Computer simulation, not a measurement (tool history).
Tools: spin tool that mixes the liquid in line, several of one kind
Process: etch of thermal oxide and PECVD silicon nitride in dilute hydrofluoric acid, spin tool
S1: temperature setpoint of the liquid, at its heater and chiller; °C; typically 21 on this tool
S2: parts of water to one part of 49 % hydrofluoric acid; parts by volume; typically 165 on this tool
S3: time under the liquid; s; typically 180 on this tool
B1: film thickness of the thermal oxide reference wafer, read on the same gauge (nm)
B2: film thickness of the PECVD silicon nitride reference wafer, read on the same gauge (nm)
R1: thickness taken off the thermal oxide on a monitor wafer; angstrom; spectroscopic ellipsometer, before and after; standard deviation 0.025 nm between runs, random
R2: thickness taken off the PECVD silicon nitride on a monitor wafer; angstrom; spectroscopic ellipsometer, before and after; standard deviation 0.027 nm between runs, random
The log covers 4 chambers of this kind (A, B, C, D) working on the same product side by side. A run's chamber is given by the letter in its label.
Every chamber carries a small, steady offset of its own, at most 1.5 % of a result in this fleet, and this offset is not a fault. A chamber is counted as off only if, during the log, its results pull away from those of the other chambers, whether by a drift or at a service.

run	hour	S1	S2	S3	B1	B2	R1	R2
1C	14.1	21	165	180	80.017	120.01	42.927	30.814
2A	21.2	21	165	180	79.981	120	43.212	31.303
3D	36	21	165	180	79.988	119.99	42.511	30.625
4B	46.5	21	165	180	79.992	120.01	43.272	31.092
5B	57.7	21	165	180	80.018	120.04	42.768	30.9
6A	70.4	24	220	180	79.998	120.01	34.115	28.343
7D	81.3	24	220	180	79.998	120	33.465	27.878
8C	93.7	24	220	180	79.995	119.97	34.679	28.735
9A	106.5	24	220	180	80.006	120.01	34.28	28.694
10B	120.8	21	165	180	80.033	120.01	42.943	31.084
11D	127.1	21	95	270	80.012	119.99	122.03	79.511
12C	138.7	21	95	270	80.01	120.04	120.83	78.913
13A	148.7	21	95	270	80.002	119.98	124.72	81.586
14C	161.2	21	95	270	79.989	120.02	120.22	78.915
15D	170.5	21	165	180	79.993	120.01	42.697	30.631
16B	182.5	21	220	130	79.987	120.01	21.659	16.984
17A	195.1	21	220	130	79.999	119.98	22.035	16.927
18B	201.8	21	220	130	80.011	120.02	21.907	17.028
19C	208.6	21	220	130	80.02	120.03	22.149	16.983
20D	216.5	21	165	180	80	120.02	43.924	31.481
21D	230.7	21	165	180	79.984	120	43.38	30.936
# hour 241.3: chamber C: thermometer replaced
22B	243	17.5	165	90	80.001	120.03	18.563	12.311
# hour 244.7: chamber D: thermometer replaced
23C	255.4	17.5	165	90	79.997	119.98	18.926	12.306
24A	269.9	17.5	165	90	80.004	120	18.729	12.388
25B	278.3	17.5	165	90	80.029	119.99	18.743	12.445
26C	288.4	17	165	275	80.017	119.99	56.563	35.734
27D	302.5	17	165	275	79.98	119.99	57.508	37.467

Is one chamber out of step, is the gauge drifting, or do the chambers differ by no more than their own small offsets? For an off chamber, give its letter and the likeliest cause.

Little by little, chamber D moves away from the other chambers.
What lies behind it: hydrofluoric acid flow above the setpoint (%) = 4.04.

Below are 4 candidate recipes for chamber D's next run, each the usual settings with a change, their results shown as question marks. Which of them brings D's results back in line with what the other chambers give on the usual settings?
To be in line, a result may differ from the other chambers' mean on the usual settings by at most: R1 0.87 angstrom; R2 0.93 angstrom
28D-1	313.1	21	160	180			?	?
28D-2	313.1	21	160	185			?	?
28D-3	313.1	21	170	180			?	?
28D-4	313.1	21	170	175			?	?

Other chambers, usual settings, mean: R1 43.118 angstrom; R2 31.229 angstrom
run	R1	R2
28D-1	46.063	33.062
28D-2	47.342	33.981
28D-3	42.873	31.133
28D-4	41.682	30.269
The answer is 28D-3, which returns the chamber to within the allowed miss of the others.
